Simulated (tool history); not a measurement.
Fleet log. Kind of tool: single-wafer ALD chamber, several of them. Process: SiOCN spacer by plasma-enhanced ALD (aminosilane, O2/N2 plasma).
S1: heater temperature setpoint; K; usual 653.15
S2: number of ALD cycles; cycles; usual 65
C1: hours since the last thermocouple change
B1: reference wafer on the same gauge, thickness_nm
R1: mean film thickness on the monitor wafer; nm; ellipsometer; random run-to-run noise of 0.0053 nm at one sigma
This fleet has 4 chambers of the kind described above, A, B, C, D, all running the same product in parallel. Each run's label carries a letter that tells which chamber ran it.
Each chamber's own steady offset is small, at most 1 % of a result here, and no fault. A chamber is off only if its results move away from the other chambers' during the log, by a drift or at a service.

run	day	S1	S2	C1	B1	R1
1D	0.275	653.15	65	1295.2	3.5901	3.9035
2A	0.583	653.15	65	17.4	3.5891	3.8969
3C	0.896	653.15	65	982.7	3.5879	3.9457
4B	1.121	653.15	65	936.8	3.5879	3.9019
5B	1.450	653.15	65	944.7	3.5874	3.8981
6A	1.717	661.15	53	44.6	3.5849	3.1864
7C	2.079	661.15	53	1011.1	3.5852	3.2058
8D	2.362	661.15	53	1345.3	3.5838	3.1876
9C	2.808	661.15	53	1028.6	3.5843	3.2162
10D	3.242	653.15	65	1366.4	3.5817	3.8950
11A	3.646	653.15	65	90.9	3.5826	3.8956
12B	3.967	653.15	65	1005.1	3.5806	3.8919
13A	4.362	653.15	65	108.1	3.5794	3.8968
14D	4.658	653.15	65	1400.4	3.5789	3.9031
15B	5.004	653.15	65	1030.0	3.5780	3.8941
16C	5.317	653.15	65	1088.8	3.5765	3.9310
17D	5.567	653.15	65	1422.2	3.5773	3.8964
18C	5.800	653.15	65	1100.4	3.5762	3.9281
19A	6.146	653.15	65	150.9	3.5745	3.8874
20B	6.362	653.15	65	1062.6	3.5744	3.8921
21C	6.554	653.15	65	1118.5	3.5748	3.9315
22A	6.750	639.15	52	165.4	3.5742	3.1112
23B	7.029	639.15	52	1078.6	3.5714	3.1143
24D	7.317	639.15	52	1464.2	3.5717	3.1125
25A	7.542	639.15	52	184.4	3.5707	3.1010
26C	7.846	647.15	65	1149.5	3.5702	3.9359

All 4 chambers run these settings next. Forecast each chamber's results:
27A	8.162	653.15	65			?
27B	8.162	653.15	65			?
27C	8.162	653.15	65			?
27D	8.162	653.15	65			?

run	R1
27A	3.8810
27B	3.8929
27C	3.9149
27D	3.8822

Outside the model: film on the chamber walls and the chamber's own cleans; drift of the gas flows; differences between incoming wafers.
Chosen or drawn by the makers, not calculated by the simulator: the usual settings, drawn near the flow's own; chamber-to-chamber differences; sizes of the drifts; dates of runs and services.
